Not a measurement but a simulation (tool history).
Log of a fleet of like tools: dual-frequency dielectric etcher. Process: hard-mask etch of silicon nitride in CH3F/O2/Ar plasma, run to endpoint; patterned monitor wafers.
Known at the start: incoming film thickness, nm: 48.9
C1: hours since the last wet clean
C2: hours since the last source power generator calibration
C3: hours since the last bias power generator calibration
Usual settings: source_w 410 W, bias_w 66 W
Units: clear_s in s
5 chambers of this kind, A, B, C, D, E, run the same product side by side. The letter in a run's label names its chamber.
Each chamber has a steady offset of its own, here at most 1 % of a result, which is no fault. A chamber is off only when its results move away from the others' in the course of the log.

Run 1A, hour 4.8: usual settings; C1 274.0; C2 1704.4; C3 2495.3. Result: clear_s 72.353 s.
Run 2D, hour 8.4: usual settings; C1 540.0; C2 436.3; C3 908.3. Result: clear_s 71.540 s.
Run 3E, hour 13.8: usual settings; C1 441.2; C2 1887.3; C3 477.5. Result: clear_s 72.885 s.
At hour 17.4: chamber E: wet clean of the chamber.
Run 4C, hour 19.8: usual settings; C1 306.5; C2 1096.6; C3 1048.9. Result: clear_s 72.431 s.
Run 5B, hour 24.3: usual settings; C1 317.2; C2 1978.7; C3 2081.3. Result: clear_s 72.671 s.
Run 6D, hour 29.1: usual settings; C1 560.7; C2 457.0; C3 929.0. Result: clear_s 71.197 s.
Run 7A, hour 32.4: usual settings; C1 301.6; C2 1732.0; C3 2522.9. Result: clear_s 71.586 s.
Run 8C, hour 39.8: usual settings; C1 326.5; C2 1116.6; C3 1068.9. Result: clear_s 72.289 s.
Run 9E, hour 43.7: usual settings; C1 26.4; C2 1917.2; C3 507.4. Result: clear_s 72.991 s.
Run 10B, hour 47.1: usual settings; C1 340.0; C2 2001.5; C3 2104.1. Result: clear_s 72.711 s.
Run 11E, hour 52.3: usual settings; C1 35.0; C2 1925.8; C3 516.0. Result: clear_s 72.817 s.
Run 12B, hour 56.4: usual settings; C1 349.3; C2 2010.8; C3 2113.4. Result: clear_s 71.787 s.
At hour 57.1: chamber D: wet clean of the chamber.
Run 13D, hour 62.6: usual settings; C1 5.6; C2 490.5; C3 962.5. Result: clear_s 74.627 s.
Run 14A, hour 68.4: usual settings; C1 337.6; C2 1768.0; C3 2558.9. Result: clear_s 71.792 s.
Run 15C, hour 74.2: usual settings; C1 360.9; C2 1151.0; C3 1103.3. Result: clear_s 71.900 s.
Run 16A, hour 81.2: usual settings; C1 350.4; C2 1780.8; C3 2571.7. Result: clear_s 71.976 s.
Run 17C, hour 84.9: usual settings; C1 371.6; C2 1161.7; C3 1114.0. Result: clear_s 71.965 s.
Run 18D, hour 90.1: usual settings but source_w 490 W, bias_w 77 W; C1 33.1; C2 518.0; C3 990.0. Result: clear_s 66.591 s.
Run 19E, hour 94.0: usual settings but source_w 490 W, bias_w 77 W; C1 76.7; C2 1967.5; C3 557.7. Result: clear_s 65.121 s.
At hour 94.4: chamber B: wet clean of the chamber.
Run 20B, hour 101.7: usual settings but source_w 490 W, bias_w 77 W; C1 7.3; C2 2056.1; C3 2158.7. Result: clear_s 64.360 s.
Run 21E, hour 107.9: usual settings but source_w 490 W, bias_w 77 W; C1 90.6; C2 1981.4; C3 571.6. Result: clear_s 64.515 s.
Run 22A, hour 111.8: usual settings but source_w 490 W, bias_w 77 W; C1 381.0; C2 1811.4; C3 2602.3. Result: clear_s 63.379 s.
Run 23B, hour 116.7: usual settings; C1 22.3; C2 2071.1; C3 2173.7. Result: clear_s 72.850 s.
Run 24C, hour 120.2: usual settings but bias_w 51 W; C1 406.9; C2 1197.0; C3 1149.3. Result: clear_s 78.132 s.
Run 25D, hour 127.8: usual settings but bias_w 51 W; C1 70.8; C2 555.7; C3 1027.7. Result: clear_s 81.807 s.
Run 26C, hour 133.1: usual settings but bias_w 51 W; C1 419.8; C2 1209.9; C3 1162.2. Result: clear_s 78.773 s.
Run 27E, hour 138.2: usual settings but bias_w 51 W; C1 120.9; C2 2011.7; C3 601.9. Result: clear_s 78.657 s.
Run 28A, hour 145.8: usual settings but bias_w 51 W; C1 415.0; C2 1845.4; C3 2636.3. Result: clear_s 77.621 s.
Run 29D, hour 152.7: usual settings; C1 95.7; C2 580.6; C3 1052.6. Result: clear_s 75.385 s.
Run 30B, hour 160.2: usual settings; C1 65.8; C2 2114.6; C3 2217.2. Result: clear_s 71.947 s.
Run 31D, hour 165.7: usual settings; C1 108.7; C2 593.6; C3 1065.6. Result: clear_s 75.163 s.
Run 32C, hour 169.7: usual settings; C1 456.4; C2 1246.5; C3 1198.8. Result: clear_s 71.938 s.

Is one chamber off against the others, does the gauge drift, or is nothing wrong? If a chamber is off, say which, and what the likeliest cause is.

A service left chamber D off against the others.
Cause: etch rate under this chamber's usual, % = 4.84.

Here are 4 candidates for chamber D's next run, each the usual settings with a change, their results left as question marks. Which one brings its results back in line with what the others give on the usual settings?
In line means no further than this from the other chambers' mean on the usual settings: clear_s 1.100 s
Run 33D-1, hour 175.2: usual settings but source_w 460 W, bias_w 73 W. Result: clear_s ?.
Run 33D-2, hour 175.2: usual settings but bias_w 58 W. Result: clear_s ?.
Run 33D-3, hour 175.2: usual settings but bias_w 52 W. Result: clear_s ?.
Run 33D-4, hour 175.2: usual settings but bias_w 74 W. Result: clear_s ?.

The other chambers' mean on the usual settings: clear_s 72.303 s
  run  clear_s
33D-1   69.532
33D-2   78.585
33D-3   81.432
33D-4   72.342
33D-4 brings the chamber back in line.

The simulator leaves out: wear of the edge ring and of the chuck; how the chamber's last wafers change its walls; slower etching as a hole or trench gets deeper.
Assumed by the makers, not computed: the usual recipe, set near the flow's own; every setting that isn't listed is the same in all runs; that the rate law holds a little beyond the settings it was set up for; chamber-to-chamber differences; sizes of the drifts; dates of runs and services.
